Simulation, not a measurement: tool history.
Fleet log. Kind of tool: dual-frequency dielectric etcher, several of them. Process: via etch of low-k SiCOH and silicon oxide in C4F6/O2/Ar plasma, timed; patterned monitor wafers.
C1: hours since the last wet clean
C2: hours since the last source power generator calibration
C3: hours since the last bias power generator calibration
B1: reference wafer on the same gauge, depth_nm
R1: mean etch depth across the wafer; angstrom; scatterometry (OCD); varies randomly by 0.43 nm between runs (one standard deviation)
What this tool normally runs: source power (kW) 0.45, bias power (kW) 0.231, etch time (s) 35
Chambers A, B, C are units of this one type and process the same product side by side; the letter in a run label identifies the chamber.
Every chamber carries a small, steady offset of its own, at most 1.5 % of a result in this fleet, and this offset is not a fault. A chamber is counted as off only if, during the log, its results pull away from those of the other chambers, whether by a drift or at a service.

Run 1B, hour 5.9: usual settings; C1 69.4; C2 1715.9; C3 913.9; B1 87.316. Result: R1 931.98 angstrom.
Run 2C, hour 12.8: usual settings; C1 173; C2 2115.7; C3 1157.6; B1 87.273. Result: R1 950.65 angstrom.
Run 3A, hour 16.2: usual settings; C1 586.3; C2 1214.2; C3 1390.6; B1 87.285. Result: R1 939.43 angstrom.
Run 4B, hour 20.8: usual settings; C1 84.3; C2 1730.8; C3 928.8; B1 87.261. Result: R1 930.6 angstrom.
Run 5A, hour 25.7: usual settings but etch time (s) 25.5; C1 595.8; C2 1223.7; C3 1400.1; B1 87.384. Result: R1 685.6 angstrom.
Run 6C, hour 30.6: usual settings but etch time (s) 25.5; C1 190.8; C2 2133.5; C3 1175.4; B1 87.287. Result: R1 697.72 angstrom.
Run 7A, hour 37.3: usual settings but etch time (s) 25.5; C1 607.4; C2 1235.3; C3 1411.7; B1 87.329. Result: R1 686.31 angstrom.
At hour 39.6: chamber A: wet clean of the chamber.
Run 8C, hour 43.5: usual settings; C1 203.7; C2 2146.4; C3 1188.3; B1 87.236. Result: R1 938.8 angstrom.
Run 9B, hour 49.5: usual settings but source power (kW) 0.48; C1 113; C2 1759.5; C3 957.5; B1 87.248. Result: R1 963.2 angstrom.
Run 10C, hour 52.9: usual settings but source power (kW) 0.48; C1 213.1; C2 2155.8; C3 1197.7; B1 87.326. Result: R1 970.58 angstrom.
Run 11B, hour 58.5: usual settings but source power (kW) 0.48; C1 122; C2 1768.5; C3 966.5; B1 87.26. Result: R1 958.19 angstrom.
Run 12A, hour 62.6: usual settings; C1 23.1; C2 1260.6; C3 1437; B1 87.239. Result: R1 939.94 angstrom.
Run 13A, hour 69.2: usual settings; C1 29.7; C2 1267.2; C3 1443.6; B1 87.251. Result: R1 928.23 angstrom.
Run 14C, hour 76.1: usual settings but source power (kW) 0.38, etch time (s) 30.5; C1 236.3; C2 2179; C3 1220.9; B1 87.193. Result: R1 771.95 angstrom.
Run 15B, hour 83: usual settings but source power (kW) 0.38, etch time (s) 30.5; C1 146.5; C2 1793; C3 991; B1 87.18. Result: R1 759.86 angstrom.
Run 16C, hour 90: usual settings but source power (kW) 0.38, etch time (s) 30.5; C1 250.2; C2 2192.9; C3 1234.8; B1 87.287. Result: R1 770.84 angstrom.
Run 17A, hour 97.2: usual settings; C1 57.7; C2 1295.2; C3 1471.6; B1 87.275. Result: R1 940.28 angstrom.
Run 18B, hour 104.3: usual settings but source power (kW) 0.37, bias power (kW) 0.208; C1 167.8; C2 1814.3; C3 1012.3; B1 87.386. Result: R1 842.02 angstrom.
Run 19B, hour 108.6: usual settings but source power (kW) 0.37, bias power (kW) 0.208; C1 172.1; C2 1818.6; C3 1016.6; B1 87.251. Result: R1 836.09 angstrom.
Run 20C, hour 115.8: usual settings but source power (kW) 0.37, bias power (kW) 0.208; C1 276; C2 2218.7; C3 1260.6; B1 87.272. Result: R1 848.1 angstrom.
Run 21A, hour 122.6: usual settings but source power (kW) 0.36, bias power (kW) 0.278; C1 83.1; C2 1320.6; C3 1497; B1 87.276. Result: R1 908.72 angstrom.
Run 22A, hour 130.2: usual settings but source power (kW) 0.36, bias power (kW) 0.278; C1 90.7; C2 1328.2; C3 1504.6; B1 87.354. Result: R1 908.43 angstrom.
Run 23B, hour 135.9: usual settings but source power (kW) 0.36, bias power (kW) 0.278; C1 199.4; C2 1845.9; C3 1043.9; B1 87.339. Result: R1 920.68 angstrom.
Run 24C, hour 140.7: usual settings; C1 300.9; C2 2243.6; C3 1285.5; B1 87.308. Result: R1 948.37 angstrom.
Run 25A, hour 145.4: usual settings; C1 105.9; C2 1343.4; C3 1519.8; B1 87.266. Result: R1 930.6 angstrom.
Run 26C, hour 153: usual settings; C1 313.2; C2 2255.9; C3 1297.8; B1 87.343. Result: R1 945.72 angstrom.
Run 27B, hour 160.6: usual settings but source power (kW) 0.41, etch time (s) 32; C1 224.1; C2 1870.6; C3 1068.6; B1 87.225. Result: R1 824.28 angstrom.
Run 28A, hour 164.3: usual settings but source power (kW) 0.41, etch time (s) 32; C1 124.8; C2 1362.3; C3 1538.7; B1 87.313. Result: R1 826.39 angstrom.
Run 29C, hour 169.2: usual settings but source power (kW) 0.41, etch time (s) 32; C1 329.4; C2 2272.1; C3 1314; B1 87.221. Result: R1 842.43 angstrom.
Run 30B, hour 173.9: usual settings; C1 237.4; C2 1883.9; C3 1081.9; B1 87.255. Result: R1 927.03 angstrom.
Run 31B, hour 177.8: usual settings; C1 241.3; C2 1887.8; C3 1085.8; B1 87.246. Result: R1 927.31 angstrom.
Run 32C, hour 181.2: usual settings; C1 341.4; C2 2284.1; C3 1326; B1 87.382. Result: R1 946.1 angstrom.
Run 33A, hour 187.1: usual settings; C1 147.6; C2 1385.1; C3 1561.5; B1 87.461. Result: R1 934.64 angstrom.
Run 34C, hour 194.5: usual settings; C1 354.7; C2 2297.4; C3 1339.3; B1 87.195. Result: R1 951.66 angstrom.
Run 35A, hour 199.6: usual settings; C1 160.1; C2 1397.6; C3 1574; B1 87.305. Result: R1 938.55 angstrom.
Run 36B, hour 204.7: usual settings; C1 268.2; C2 1914.7; C3 1112.7; B1 87.303. Result: R1 931.2 angstrom.
Run 37B, hour 211.4: usual settings but source power (kW) 0.34; C1 274.9; C2 1921.4; C3 1119.4; B1 87.238. Result: R1 836.33 angstrom.
Run 38A, hour 217.4: usual settings but source power (kW) 0.34; C1 177.9; C2 1415.4; C3 1591.8; B1 87.347. Result: R1 844.38 angstrom.
Run 39C, hour 221.7: usual settings but source power (kW) 0.34; C1 381.9; C2 2324.6; C3 1366.5; B1 87.202. Result: R1 857.72 angstrom.

Next, every chamber runs the same settings. What will each give?
Run 40A, hour 227.1: usual settings but etch time (s) 40.5. Result: R1 ?.
Run 40B, hour 227.1: usual settings but etch time (s) 40.5. Result: R1 ?.
Run 40C, hour 227.1: usual settings but etch time (s) 40.5. Result: R1 ?.

run      R1
40A  1083.7
40B  1072.3
40C  1098.2
